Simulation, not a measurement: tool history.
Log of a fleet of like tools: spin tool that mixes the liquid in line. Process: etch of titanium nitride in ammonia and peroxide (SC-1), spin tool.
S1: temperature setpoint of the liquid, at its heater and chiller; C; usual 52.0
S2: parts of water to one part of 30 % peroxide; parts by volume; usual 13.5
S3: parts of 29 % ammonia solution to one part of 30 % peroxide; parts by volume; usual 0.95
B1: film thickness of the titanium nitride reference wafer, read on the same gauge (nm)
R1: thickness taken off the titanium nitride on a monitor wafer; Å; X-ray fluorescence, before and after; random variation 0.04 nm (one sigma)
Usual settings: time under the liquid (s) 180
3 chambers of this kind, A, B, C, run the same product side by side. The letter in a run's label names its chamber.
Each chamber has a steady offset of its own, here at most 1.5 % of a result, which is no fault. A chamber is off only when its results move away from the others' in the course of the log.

{"run": "1B", "day": 0.221, "S1": 52.0, "S2": 13.5, "S3": 0.95, "time under the liquid (s)": 180, "B1": 129.97, "R1": 82.047}
{"run": "2A", "day": 0.333, "S1": 52.0, "S2": 13.5, "S3": 0.95, "time under the liquid (s)": 180, "B1": 130.01, "R1": 80.398}
{"run": "3C", "day": 0.55, "S1": 52.0, "S2": 13.5, "S3": 0.95, "time under the liquid (s)": 180, "B1": 129.99, "R1": 82.047}
{"run": "4A", "day": 0.8, "S1": 52.0, "S2": 13.5, "S3": 0.95, "time under the liquid (s)": 180, "B1": 129.98, "R1": 79.555}
{"run": "5C", "day": 0.912, "S1": 52.0, "S2": 13.5, "S3": 0.95, "time under the liquid (s)": 180, "B1": 129.98, "R1": 82.479}
{"run": "6B", "day": 1.054, "S1": 52.0, "S2": 13.5, "S3": 0.95, "time under the liquid (s)": 180, "B1": 130.02, "R1": 81.467}
{"run": "7A", "day": 1.262, "S1": 52.0, "S2": 13.5, "S3": 0.95, "time under the liquid (s)": 180, "B1": 130.04, "R1": 79.497}
{"run": "8C", "day": 1.458, "S1": 52.0, "S2": 13.5, "S3": 0.95, "time under the liquid (s)": 180, "B1": 130.02, "R1": 82.631}
{"run": "9B", "day": 1.7, "S1": 52.0, "S2": 13.5, "S3": 0.95, "time under the liquid (s)": 180, "B1": 129.98, "R1": 81.954}
{"run": "10C", "day": 1.846, "S1": 52.0, "S2": 13.5, "S3": 0.95, "time under the liquid (s)": 180, "B1": 130.04, "R1": 83.411}
{"run": "11A", "day": 2.079, "S1": 52.0, "S2": 13.5, "S3": 0.95, "time under the liquid (s)": 180, "B1": 129.99, "R1": 80.278}
{"run": "12B", "day": 2.246, "S1": 52.0, "S2": 13.5, "S3": 0.95, "time under the liquid (s)": 180, "B1": 130.02, "R1": 81.243}
{"run": "13B", "day": 2.483, "S1": 52.0, "S2": 13.5, "S3": 0.95, "time under the liquid (s)": 180, "B1": 130.02, "R1": 81.397}
{"run": "14C", "day": 2.704, "S1": 52.0, "S2": 13.5, "S3": 0.95, "time under the liquid (s)": 80, "B1": 130.0, "R1": 36.354}
{"run": "15A", "day": 2.85, "S1": 52.0, "S2": 13.5, "S3": 0.95, "time under the liquid (s)": 80, "B1": 129.97, "R1": 35.66}
{"run": "16C", "day": 3.083, "S1": 52.0, "S2": 13.5, "S3": 0.95, "time under the liquid (s)": 80, "B1": 129.98, "R1": 36.706}
{"run": "17B", "day": 3.292, "S1": 52.0, "S2": 13.5, "S3": 0.95, "time under the liquid (s)": 180, "B1": 130.01, "R1": 81.523}
{"run": "18A", "day": 3.542, "S1": 52.0, "S2": 13.5, "S3": 0.95, "time under the liquid (s)": 180, "B1": 130.01, "R1": 80.2}
{"day": 3.638, "done": "chamber C: heated supply line repaired"}
{"run": "19C", "day": 3.792, "S1": 52.0, "S2": 7.5, "S3": 0.95, "time under the liquid (s)": 270, "B1": 129.99, "R1": 165.5}
{"run": "20B", "day": 4.004, "S1": 52.0, "S2": 7.5, "S3": 0.95, "time under the liquid (s)": 270, "B1": 129.97, "R1": 163.8}
{"run": "21A", "day": 4.204, "S1": 52.0, "S2": 7.5, "S3": 0.95, "time under the liquid (s)": 270, "B1": 130.01, "R1": 160.85}
{"run": "22B", "day": 4.408, "S1": 52.0, "S2": 13.5, "S3": 0.95, "time under the liquid (s)": 180, "B1": 129.98, "R1": 81.151}
{"run": "23C", "day": 4.55, "S1": 48.5, "S2": 10.0, "S3": 0.95, "time under the liquid (s)": 180, "B1": 130.02, "R1": 74.291}
{"run": "24A", "day": 4.796, "S1": 48.5, "S2": 10.0, "S3": 0.95, "time under the liquid (s)": 180, "B1": 129.95, "R1": 73.279}
{"run": "25C", "day": 5.038, "S1": 48.5, "S2": 10.0, "S3": 0.95, "time under the liquid (s)": 180, "B1": 129.97, "R1": 74.94}
{"run": "26B", "day": 5.258, "S1": 52.0, "S2": 13.5, "S3": 0.95, "time under the liquid (s)": 180, "B1": 130.0, "R1": 81.133}
{"run": "27A", "day": 5.375, "S1": 46.5, "S2": 13.5, "S3": 1.2, "time under the liquid (s)": 180, "B1": 130.03, "R1": 57.204}
{"run": "28A", "day": 5.521, "S1": 46.5, "S2": 13.5, "S3": 1.2, "time under the liquid (s)": 180, "B1": 130.02, "R1": 57.101}
{"run": "29C", "day": 5.725, "S1": 46.5, "S2": 13.5, "S3": 1.2, "time under the liquid (s)": 180, "B1": 129.95, "R1": 58.441}
{"run": "30B", "day": 5.85, "S1": 52.0, "S2": 13.5, "S3": 0.95, "time under the liquid (s)": 180, "B1": 129.99, "R1": 81.202}
{"run": "31C", "day": 6.004, "S1": 52.0, "S2": 13.5, "S3": 0.95, "time under the liquid (s)": 180, "B1": 129.98, "R1": 82.655}
{"run": "32A", "day": 6.167, "S1": 52.0, "S2": 13.5, "S3": 0.95, "time under the liquid (s)": 180, "B1": 130.0, "R1": 80.399}
{"run": "33B", "day": 6.388, "S1": 52.0, "S2": 13.5, "S3": 0.95, "time under the liquid (s)": 180, "B1": 130.05, "R1": 80.82}
{"run": "34A", "day": 6.533, "S1": 52.0, "S2": 13.5, "S3": 0.95, "time under the liquid (s)": 180, "B1": 129.98, "R1": 80.447}
{"run": "35B", "day": 6.733, "S1": 52.0, "S2": 13.5, "S3": 0.95, "time under the liquid (s)": 180, "B1": 130.01, "R1": 81.493}
{"run": "36C", "day": 6.854, "S1": 52.0, "S2": 13.5, "S3": 0.95, "time under the liquid (s)": 180, "B1": 130.03, "R1": 83.049}
{"run": "37C", "day": 6.988, "S1": 52.0, "S2": 13.5, "S3": 0.95, "time under the liquid (s)": 180, "B1": 130.05, "R1": 82.092}

Next, every chamber runs the same settings. What will each give?
{"run": "38A", "day": 7.167, "S1": 52.0, "S2": 13.5, "S3": 0.95, "time under the liquid (s)": 180, "R1": "?"}
{"run": "38B", "day": 7.167, "S1": 52.0, "S2": 13.5, "S3": 0.95, "time under the liquid (s)": 180, "R1": "?"}
{"run": "38C", "day": 7.167, "S1": 52.0, "S2": 13.5, "S3": 0.95, "time under the liquid (s)": 180, "R1": "?"}

run=38A R1=79.639
run=38B R1=81.532
run=38C R1=82.124
